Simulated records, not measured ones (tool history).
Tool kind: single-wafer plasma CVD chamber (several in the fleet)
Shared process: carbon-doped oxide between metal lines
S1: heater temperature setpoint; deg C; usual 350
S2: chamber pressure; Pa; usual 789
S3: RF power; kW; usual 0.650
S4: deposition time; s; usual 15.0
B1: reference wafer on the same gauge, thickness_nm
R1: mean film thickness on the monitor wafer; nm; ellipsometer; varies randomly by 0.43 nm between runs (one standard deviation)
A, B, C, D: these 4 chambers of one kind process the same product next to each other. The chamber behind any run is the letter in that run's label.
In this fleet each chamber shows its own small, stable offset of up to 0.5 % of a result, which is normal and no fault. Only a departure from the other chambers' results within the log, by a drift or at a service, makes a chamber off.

{"run": "1B", "hour": 6.5, "S1": 350, "S2": 789, "S3": 0.65, "S4": 15.0, "B1": 98.334, "R1": 93.27}
{"run": "2D", "hour": 19.8, "S1": 350, "S2": 789, "S3": 0.65, "S4": 15.0, "B1": 98.277, "R1": 93.042}
{"run": "3C", "hour": 26.8, "S1": 350, "S2": 789, "S3": 0.65, "S4": 15.0, "B1": 98.309, "R1": 92.887}
{"run": "4A", "hour": 34.3, "S1": 350, "S2": 789, "S3": 0.65, "S4": 15.0, "B1": 98.311, "R1": 93.404}
{"run": "5B", "hour": 46.4, "S1": 350, "S2": 789, "S3": 0.65, "S4": 15.0, "B1": 98.237, "R1": 92.884}
{"run": "6A", "hour": 58.3, "S1": 350, "S2": 789, "S3": 0.65, "S4": 15.0, "B1": 98.259, "R1": 93.452}
{"run": "7D", "hour": 70.2, "S1": 350, "S2": 789, "S3": 0.65, "S4": 15.0, "B1": 98.299, "R1": 93.003}
{"run": "8C", "hour": 77.5, "S1": 350, "S2": 789, "S3": 0.65, "S4": 15.0, "B1": 98.258, "R1": 93.592}
{"run": "9B", "hour": 90.7, "S1": 350, "S2": 789, "S3": 0.65, "S4": 15.0, "B1": 98.342, "R1": 92.888}
{"run": "10C", "hour": 104.8, "S1": 350, "S2": 789, "S3": 0.65, "S4": 15.0, "B1": 98.319, "R1": 93.661}
{"run": "11A", "hour": 119.2, "S1": 350, "S2": 789, "S3": 0.65, "S4": 15.0, "B1": 98.337, "R1": 93.566}
{"run": "12D", "hour": 133.2, "S1": 350, "S2": 789, "S3": 0.65, "S4": 14.0, "B1": 98.278, "R1": 85.873}
{"run": "13B", "hour": 143.1, "S1": 350, "S2": 789, "S3": 0.65, "S4": 14.0, "B1": 98.327, "R1": 86.423}
{"run": "14A", "hour": 154.0, "S1": 350, "S2": 789, "S3": 0.65, "S4": 14.0, "B1": 98.5, "R1": 86.92}
{"run": "15D", "hour": 162.2, "S1": 350, "S2": 789, "S3": 0.65, "S4": 14.0, "B1": 98.307, "R1": 85.908}
{"run": "16C", "hour": 175.5, "S1": 358, "S2": 789, "S3": 0.65, "S4": 15.0, "B1": 98.307, "R1": 90.48}
{"run": "17B", "hour": 188.0, "S1": 358, "S2": 789, "S3": 0.65, "S4": 15.0, "B1": 98.356, "R1": 90.537}
{"run": "18C", "hour": 200.6, "S1": 358, "S2": 789, "S3": 0.65, "S4": 15.0, "B1": 98.283, "R1": 89.93}
{"run": "19A", "hour": 214.1, "S1": 358, "S2": 789, "S3": 0.65, "S4": 15.0, "B1": 98.274, "R1": 91.276}
{"run": "20D", "hour": 227.0, "S1": 350, "S2": 789, "S3": 0.65, "S4": 15.0, "B1": 98.246, "R1": 90.303}
{"run": "21D", "hour": 238.8, "S1": 350, "S2": 789, "S3": 0.65, "S4": 15.0, "B1": 98.349, "R1": 90.377}
{"run": "22A", "hour": 245.9, "S1": 350, "S2": 789, "S3": 0.69, "S4": 13.4, "B1": 98.329, "R1": 86.531}
{"run": "23B", "hour": 255.1, "S1": 350, "S2": 789, "S3": 0.69, "S4": 13.4, "B1": 98.345, "R1": 86.082}
{"hour": 265.5, "done": "chamber A: RF generator calibrated"}
{"run": "24C", "hour": 265.6, "S1": 350, "S2": 789, "S3": 0.69, "S4": 13.4, "B1": 98.279, "R1": 86.231}
{"run": "25A", "hour": 272.6, "S1": 350, "S2": 789, "S3": 0.69, "S4": 13.4, "B1": 98.318, "R1": 85.678}
{"run": "26C", "hour": 280.4, "S1": 350, "S2": 789, "S3": 0.65, "S4": 15.0, "B1": 98.278, "R1": 93.618}
{"hour": 286.3, "done": "chamber B: capacitance manometer re-zeroed and calibrated"}
{"run": "27B", "hour": 291.7, "S1": 350, "S2": 789, "S3": 0.65, "S4": 15.0, "B1": 98.243, "R1": 93.432}

Predict what each chamber gives when all 4 of them run the settings below next.
{"run": "28A", "hour": 302.2, "S1": 350, "S2": 789, "S3": 0.65, "S4": 13.0, "R1": "?"}
{"run": "28B", "hour": 302.2, "S1": 350, "S2": 789, "S3": 0.65, "S4": 13.0, "R1": "?"}
{"run": "28C", "hour": 302.2, "S1": 350, "S2": 789, "S3": 0.65, "S4": 13.0, "R1": "?"}
{"run": "28D", "hour": 302.2, "S1": 350, "S2": 789, "S3": 0.65, "S4": 13.0, "R1": "?"}

run=28A R1=80.954
run=28B R1=81.095
run=28C R1=81.152
run=28D R1=76.905
